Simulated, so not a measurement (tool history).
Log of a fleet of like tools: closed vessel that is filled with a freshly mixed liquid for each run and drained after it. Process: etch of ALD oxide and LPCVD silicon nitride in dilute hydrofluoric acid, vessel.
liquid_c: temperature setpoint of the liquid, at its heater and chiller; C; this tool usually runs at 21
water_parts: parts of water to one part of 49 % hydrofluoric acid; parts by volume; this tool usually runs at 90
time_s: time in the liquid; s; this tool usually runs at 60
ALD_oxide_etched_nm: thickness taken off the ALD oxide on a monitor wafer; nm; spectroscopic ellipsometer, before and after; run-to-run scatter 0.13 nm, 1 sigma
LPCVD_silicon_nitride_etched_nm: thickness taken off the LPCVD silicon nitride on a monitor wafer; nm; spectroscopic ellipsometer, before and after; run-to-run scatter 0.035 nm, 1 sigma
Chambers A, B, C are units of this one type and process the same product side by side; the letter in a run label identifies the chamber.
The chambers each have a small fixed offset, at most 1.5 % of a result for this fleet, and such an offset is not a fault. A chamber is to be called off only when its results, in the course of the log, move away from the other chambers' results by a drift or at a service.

| run | day | liquid_c | water_parts | time_s | hours since the thermometer was replaced | hours since the hydrofluoric acid flow meter was replaced | read-back film thickness of the ALD oxide reference wafer, read on the same gauge (nm) | read-back film thickness of the LPCVD silicon nitride reference wafer, read on the same gauge (nm) | ALD_oxide_etched_nm | LPCVD_silicon_nitride_etched_nm |
|---|---|---|---|---|---|---|---|---|---|---|
| 1B | 0.171 | 21 | 90 | 60 | 347.1 | 628.2 | 39.984 | 30.034 | 15.924 | 0.33844 |
| 2C | 0.546 | 21 | 90 | 60 | 41.1 | 296.9 | 39.999 | 30.032 | 16.458 | 0.31514 |
| 3A | 0.783 | 21 | 90 | 60 | 835.5 | 461.2 | 40.008 | 29.945 | 16.039 | 0.29883 |
| 4C | 1.029 | 21 | 90 | 60 | 52.7 | 308.5 | 40.003 | 30.025 | 16.397 | 0.2672 |
| 5A | 1.338 | 21 | 90 | 60 | 848.8 | 474.5 | 39.99 | 29.94 | 16.195 | 0.24825 |
| 6B | 1.512 | 21 | 50 | 95 | 379.3 | 660.4 | 40.008 | 30.022 | 48.465 | 0.89702 |
| 7A | 1.696 | 21 | 50 | 95 | 857.4 | 483.1 | 39.994 | 30.002 | 49.214 | 0.73551 |
| 8B | 2.079 | 21 | 50 | 95 | 392.9 | 674 | 39.977 | 30.017 | 48.41 | 0.94304 |
| 9C | 2.333 | 21 | 90 | 60 | 84 | 339.8 | 39.988 | 30.042 | 16.244 | 0.32873 |
| 10A | 2.529 | 21 | 90 | 60 | 877.4 | 503.1 | 40.017 | 30.031 | 16.427 | 0.31782 |
| 11B | 2.712 | 21 | 90 | 60 | 408.1 | 689.2 | 40.002 | 29.998 | 16.06 | 0.36997 |
| 12C | 3.038 | 21 | 60 | 45 | 100.9 | 356.7 | 40.001 | 29.999 | 19.267 | 0.29821 |
| 13C | 3.262 | 21 | 60 | 45 | 106.3 | 362.1 | 39.985 | 29.994 | 18.854 | 0.34797 |
| 14A | 3.504 | 21 | 60 | 45 | 900.8 | 526.5 | 40.014 | 30.018 | 18.702 | 0.32933 |
| 15B | 3.708 | 21 | 90 | 60 | 432 | 713.1 | 39.998 | 30.005 | 15.863 | 0.25286 |
| 16B | 3.996 | 21 | 90 | 60 | 438.9 | 720 | 40.003 | 30 | 16.088 | 0.35842 |
| 17A | 4.254 | 21 | 90 | 60 | 918.8 | 544.5 | 40.011 | 29.986 | 15.989 | 0.27985 |
| 18C | 4.642 | 21 | 90 | 60 | 139.4 | 395.2 | 39.99 | 29.982 | 16.159 | 0.30354 |
| 19A | 5.021 | 21 | 90 | 60 | 937.2 | 562.9 | 40.014 | 30.008 | 15.969 | 0.2863 |
| 20C | 5.333 | 21 | 90 | 60 | 156 | 411.8 | 39.989 | 29.966 | 16.082 | 0.36047 |
| 21B | 5.629 | 21 | 90 | 60 | 478.1 | 759.2 | 40.017 | 30.008 | 15.849 | 0.31134 |
| 22C | 5.862 | 21 | 90 | 60 | 168.7 | 424.5 | 40.012 | 29.991 | 16.006 | 0.31358 |
| 23A | 6.079 | 21 | 90 | 60 | 962.6 | 588.3 | 40.001 | 30.053 | 16.089 | 0.3238 |
| 24B | 6.454 | 21 | 90 | 60 | 497.9 | 779 | 39.997 | 30.05 | 15.582 | 0.29956 |
| 25C | 6.779 | 21 | 90 | 60 | 190.7 | 446.5 | 40.002 | 30.01 | 16.558 | 0.28469 |
| 26B | 7.05 | 21 | 90 | 60 | 512.2 | 793.3 | 40.013 | 29.977 | 15.478 | 0.29303 |
| 27A | 7.379 | 21 | 90 | 60 | 993.8 | 619.5 | 39.98 | 30.046 | 15.913 | 0.28256 |
| 28B | 7.704 | 17 | 90 | 60 | 527.9 | 809 | 40.007 | 30.006 | 12.916 | 0.212 |
| 29A | 7.929 | 17 | 90 | 60 | 1007 | 632.7 | 40.003 | 29.99 | 13.533 | 0.22014 |
| 30C | 8.238 | 17 | 90 | 60 | 225.7 | 481.5 | 39.998 | 30.058 | 13.994 | 0.24118 |
| 31A | 8.554 | 19.5 | 90 | 85 | 1022 | 647.7 | 40.008 | 30.027 | 21.589 | 0.40738 |
| 32C | 8.821 | 19.5 | 90 | 85 | 239.7 | 495.5 | 39.995 | 30.033 | 21.606 | 0.40309 |
| 33B | 9.15 | 19.5 | 90 | 85 | 562.6 | 843.7 | 40.005 | 29.977 | 19.756 | 0.38599 |
| 34C | 9.392 | 21 | 90 | 60 | 253.4 | 509.2 | 39.997 | 30.018 | 16.306 | 0.28127 |
| 35A | 9.575 | 21 | 90 | 60 | 1046.5 | 672.2 | 40.002 | 29.95 | 16.16 | 0.26509 |
| 36B | 9.958 | 21 | 55 | 30 | 582 | 863.1 | 40 | 30.008 | 12.896 | 0.22584 |
| 37C | 10.221 | 21 | 55 | 30 | 273.3 | 529.1 | 39.998 | 30 | 13.824 | 0.25285 |
| 38B | 10.508 | 21 | 55 | 30 | 595.2 | 876.3 | 39.991 | 29.954 | 12.591 | 0.22792 |
| 39A | 10.883 | 21 | 90 | 60 | 1077.9 | 703.6 | 40.001 | 30.025 | 16.109 | 0.30851 |
| 40A | 11.079 | 21 | 90 | 60 | 1082.6 | 708.3 | 39.991 | 30.077 | 15.971 | 0.29874 |

One chamber off, gauge drift, or nothing amiss beyond the chambers' own small offsets? If it is a chamber, which one, and what is the likeliest cause?

Chamber B drifts away from the others.
Most likely cause: hydrofluoric acid flow below the setpoint (%) = 10.1.

Here are 4 candidates for chamber B's next run, each the usual settings with a change, their results left as question marks. Which one brings its results back in line with what the others give on the usual settings?
In line here means within this much of the mean the other chambers give on the usual settings: ALD_oxide_etched_nm 0.46 nm; LPCVD_silicon_nitride_etched_nm 0.12 nm
| 41B-1 | 11.362 | 21.5 | 95 | 55 |  |  |  |  | ? | ? |
| 41B-2 | 11.362 | 20.5 | 80 | 65 |  |  |  |  | ? | ? |
| 41B-3 | 11.362 | 20.5 | 85 | 65 |  |  |  |  | ? | ? |
| 41B-4 | 11.362 | 21.5 | 100 | 55 |  |  |  |  | ? | ? |

What the other chambers average on the usual settings: ALD_oxide_etched_nm 16.155 nm; LPCVD_silicon_nitride_etched_nm 0.2969 nm
| run | ALD_oxide_etched_nm | LPCVD_silicon_nitride_etched_nm |
|---|---|---|
| 41B-1 | 12.513 | 0.23848 |
| 41B-2 | 17.195 | 0.31162 |
| 41B-3 | 16.073 | 0.29356 |
| 41B-4 | 11.808 | 0.22672 |
The answer is 41B-3, which returns the chamber to within the allowed miss of the others.
